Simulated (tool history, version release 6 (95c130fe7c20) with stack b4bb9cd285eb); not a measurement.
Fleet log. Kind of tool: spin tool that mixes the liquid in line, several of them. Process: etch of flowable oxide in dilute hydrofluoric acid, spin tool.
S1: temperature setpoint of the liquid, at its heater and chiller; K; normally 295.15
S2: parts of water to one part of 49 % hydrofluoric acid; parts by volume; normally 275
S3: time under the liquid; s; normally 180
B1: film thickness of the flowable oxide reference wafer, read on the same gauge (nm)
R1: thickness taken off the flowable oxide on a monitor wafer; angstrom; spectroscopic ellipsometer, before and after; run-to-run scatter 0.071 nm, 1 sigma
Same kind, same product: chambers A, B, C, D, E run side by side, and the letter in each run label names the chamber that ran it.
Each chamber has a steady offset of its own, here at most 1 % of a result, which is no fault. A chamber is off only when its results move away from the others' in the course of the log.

| run | hour | S1 | S2 | S3 | B1 | R1 |
|---|---|---|---|---|---|---|
| 1B | 5.9 | 295.15 | 275 | 180 | 59.98 | 121 |
| 2C | 11.3 | 295.15 | 275 | 180 | 60.009 | 121.9 |
| 3A | 14.9 | 295.15 | 275 | 180 | 59.962 | 119.69 |
| 4E | 18.6 | 295.15 | 275 | 180 | 59.973 | 121.37 |
| 5D | 22.6 | 295.15 | 275 | 180 | 59.99 | 121.25 |
| 6D | 27 | 295.15 | 275 | 180 | 60.001 | 121.71 |
| 7A | 30.8 | 295.15 | 275 | 180 | 59.982 | 119.34 |
| 8C | 37.1 | 295.15 | 275 | 180 | 60.01 | 120.89 |
| 9B | 41 | 295.15 | 275 | 180 | 60.006 | 120.43 |
| 10E | 47.3 | 295.15 | 275 | 180 | 60.028 | 121.15 |
| 11A | 51.4 | 295.15 | 195 | 275 | 59.986 | 279.18 |
| 12B | 58.4 | 295.15 | 195 | 275 | 59.972 | 279.71 |
| 13D | 65.4 | 295.15 | 195 | 275 | 59.97 | 282.51 |
| 14E | 72 | 295.15 | 195 | 275 | 60.044 | 277.45 |
| 15C | 78.6 | 295.15 | 195 | 275 | 59.978 | 282.87 |
| 16D | 84.4 | 295.15 | 275 | 230 | 60.03 | 154.98 |
| 17A | 90 | 295.15 | 275 | 230 | 60.024 | 153.71 |
| 18E | 94.1 | 295.15 | 275 | 230 | 60.046 | 153.19 |
| 19B | 98.5 | 295.15 | 275 | 230 | 60.033 | 153.86 |
| 20C | 103.5 | 295.15 | 275 | 230 | 59.979 | 156.49 |
| 21D | 107.2 | 291.65 | 330 | 180 | 59.99 | 85.14 |
| 22A | 114.5 | 291.65 | 330 | 180 | 60.023 | 82.779 |
| 23E | 119.7 | 291.65 | 330 | 180 | 59.985 | 85.228 |
|  | 122.9 | chamber E: thermometer replaced |
| 24B | 124.6 | 291.65 | 330 | 180 | 59.98 | 84.557 |
| 25C | 128.7 | 291.65 | 330 | 180 | 59.995 | 86.574 |
| 26E | 135.8 | 295.15 | 275 | 180 | 59.973 | 121.31 |
| 27C | 143.3 | 295.15 | 275 | 180 | 59.963 | 126.99 |
| 28D | 147.4 | 295.15 | 275 | 180 | 60.027 | 120.76 |
| 29B | 153.7 | 295.15 | 275 | 180 | 60.025 | 121.49 |
| 30A | 159.3 | 295.15 | 275 | 180 | 59.995 | 119.17 |
| 31D | 165.1 | 295.15 | 275 | 180 | 59.996 | 120.23 |
| 32A | 171.2 | 295.15 | 275 | 180 | 59.96 | 118.71 |

Read the log: is a single chamber off, either drifting away or since a service, is the gauge that measures every chamber drifting, or is nothing wrong beyond small per-chamber offsets? Name any odd chamber and what most likely caused it.

One chamber, C, drifts off from the rest bit by bit.
Cause: hydrofluoric acid flow above the setpoint (%) = 4.95.
The log may not tell that from: liquid hotter than its thermometer reads (K).

Here are 4 candidates for chamber C's next run, each the usual settings with a change, their results left as question marks. Which one brings its results back in line with what the others give on the usual settings?
To be in line, a result may differ from the other chambers' mean on the usual settings by at most: R1 2.5 angstrom
| 33C-1 | 176.6 | 295.65 | 275 | 180 |  | ? |
| 33C-2 | 176.6 | 295.15 | 275 | 190 |  | ? |
| 33C-3 | 176.6 | 295.15 | 280 | 180 |  | ? |
| 33C-4 | 176.6 | 295.15 | 275 | 170 |  | ? |

The mean the other chambers reach with the usual settings: R1 120.42 angstrom
| run | R1 |
|---|---|
| 33C-1 | 130.41 |
| 33C-2 | 135.23 |
| 33C-3 | 125.2 |
| 33C-4 | 120.99 |
The answer is 33C-4, which returns the chamber to within the allowed miss of the others.

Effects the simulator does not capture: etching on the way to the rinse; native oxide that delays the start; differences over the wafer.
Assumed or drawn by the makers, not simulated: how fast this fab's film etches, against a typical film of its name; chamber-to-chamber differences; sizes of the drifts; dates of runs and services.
